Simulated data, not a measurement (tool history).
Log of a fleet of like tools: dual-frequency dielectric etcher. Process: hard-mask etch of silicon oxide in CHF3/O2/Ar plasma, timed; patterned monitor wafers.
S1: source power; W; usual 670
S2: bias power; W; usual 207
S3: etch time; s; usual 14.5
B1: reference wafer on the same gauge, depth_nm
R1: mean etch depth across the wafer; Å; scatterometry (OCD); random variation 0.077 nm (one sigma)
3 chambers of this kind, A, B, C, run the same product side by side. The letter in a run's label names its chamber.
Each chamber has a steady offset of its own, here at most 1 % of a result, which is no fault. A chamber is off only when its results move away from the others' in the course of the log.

Run 1C, hour 11.7: usual settings; B1 28.113. Result: R1 314.47 Å.
Run 2B, hour 18.1: usual settings; B1 28.097. Result: R1 313.69 Å.
Run 3A, hour 30.7: usual settings; B1 28.097. Result: R1 310.03 Å.
Run 4A, hour 42.3: usual settings; B1 28.105. Result: R1 311.49 Å.
Run 5C, hour 50.6: usual settings; B1 28.098. Result: R1 313.30 Å.
Run 6B, hour 59.1: usual settings but S2 177 W, S3 18.0 s; B1 28.098. Result: R1 371.92 Å.
Run 7C, hour 65.6: usual settings but S2 177 W, S3 18.0 s; B1 28.101. Result: R1 369.40 Å.
Run 8A, hour 71.6: usual settings but S2 177 W, S3 18.0 s; B1 28.097. Result: R1 368.33 Å.
Run 9B, hour 82.3: usual settings; B1 28.104. Result: R1 315.40 Å.
Run 10B, hour 90.9: usual settings; B1 28.114. Result: R1 315.16 Å.
Run 11C, hour 103.0: usual settings but S2 256 W, S3 17.5 s; B1 28.096. Result: R1 409.91 Å.
Run 12A, hour 115.9: usual settings but S2 256 W, S3 17.5 s; B1 28.091. Result: R1 406.20 Å.
Run 13A, hour 122.5: usual settings but S2 256 W, S3 17.5 s; B1 28.092. Result: R1 403.19 Å.
Run 14B, hour 133.6: usual settings; B1 28.082. Result: R1 314.86 Å.
Run 15C, hour 142.3: usual settings; B1 28.088. Result: R1 316.93 Å.
Run 16C, hour 154.6: usual settings; B1 28.083. Result: R1 318.62 Å.
Run 17A, hour 163.6: usual settings; B1 28.078. Result: R1 310.44 Å.
Run 18B, hour 170.7: usual settings; B1 28.100. Result: R1 315.19 Å.
Run 19B, hour 177.9: usual settings; B1 28.094. Result: R1 314.67 Å.
Run 20A, hour 189.0: usual settings; B1 28.087. Result: R1 310.26 Å.
Run 21C, hour 200.2: usual settings but S2 244 W; B1 28.111. Result: R1 339.56 Å.
Run 22B, hour 209.1: usual settings but S2 244 W; B1 28.086. Result: R1 332.91 Å.
Run 23A, hour 218.7: usual settings but S2 244 W; B1 28.105. Result: R1 329.92 Å.
At hour 227.2: chamber B: source power generator calibrated.
Run 24C, hour 231.3: usual settings; B1 28.089. Result: R1 320.77 Å.
At hour 233.2: chamber B: wet clean of the chamber.
Run 25B, hour 238.7: usual settings; B1 28.124. Result: R1 314.84 Å.
Run 26C, hour 249.2: usual settings; B1 28.098. Result: R1 322.89 Å.
Run 27A, hour 255.1: usual settings but S2 253 W, S3 11.0 s; B1 28.099. Result: R1 252.85 Å.
Run 28A, hour 261.1: usual settings but S2 253 W, S3 11.0 s; B1 28.095. Result: R1 253.56 Å.

Is one chamber off against the others, does the gauge drift, or is nothing wrong? If a chamber is off, say which, and what the likeliest cause is.

Chamber C drifts away from the others.
Cause: etch rate over this chamber's usual, % = 2.67.

Here are 4 candidates for chamber C's next run, each the usual settings with a change, their results left as question marks. Which one brings its results back in line with what the others give on the usual settings?
In line means no further than this from the other chambers' mean on the usual settings: R1 2.70 Å
Run 29C-1, hour 270.4: usual settings but S1 680 W, S2 211 W. Result: R1 ?.
Run 29C-2, hour 270.4: usual settings but S1 720 W. Result: R1 ?.
Run 29C-3, hour 270.4: usual settings but S1 620 W. Result: R1 ?.
Run 29C-4, hour 270.4: usual settings but S2 198 W. Result: R1 ?.

The other chambers' mean on the usual settings: R1 313.43 Å
  run      R1
29C-1  326.99
29C-2  331.89
29C-3  313.78
29C-4  318.13
29C-3 brings the chamber back in line.

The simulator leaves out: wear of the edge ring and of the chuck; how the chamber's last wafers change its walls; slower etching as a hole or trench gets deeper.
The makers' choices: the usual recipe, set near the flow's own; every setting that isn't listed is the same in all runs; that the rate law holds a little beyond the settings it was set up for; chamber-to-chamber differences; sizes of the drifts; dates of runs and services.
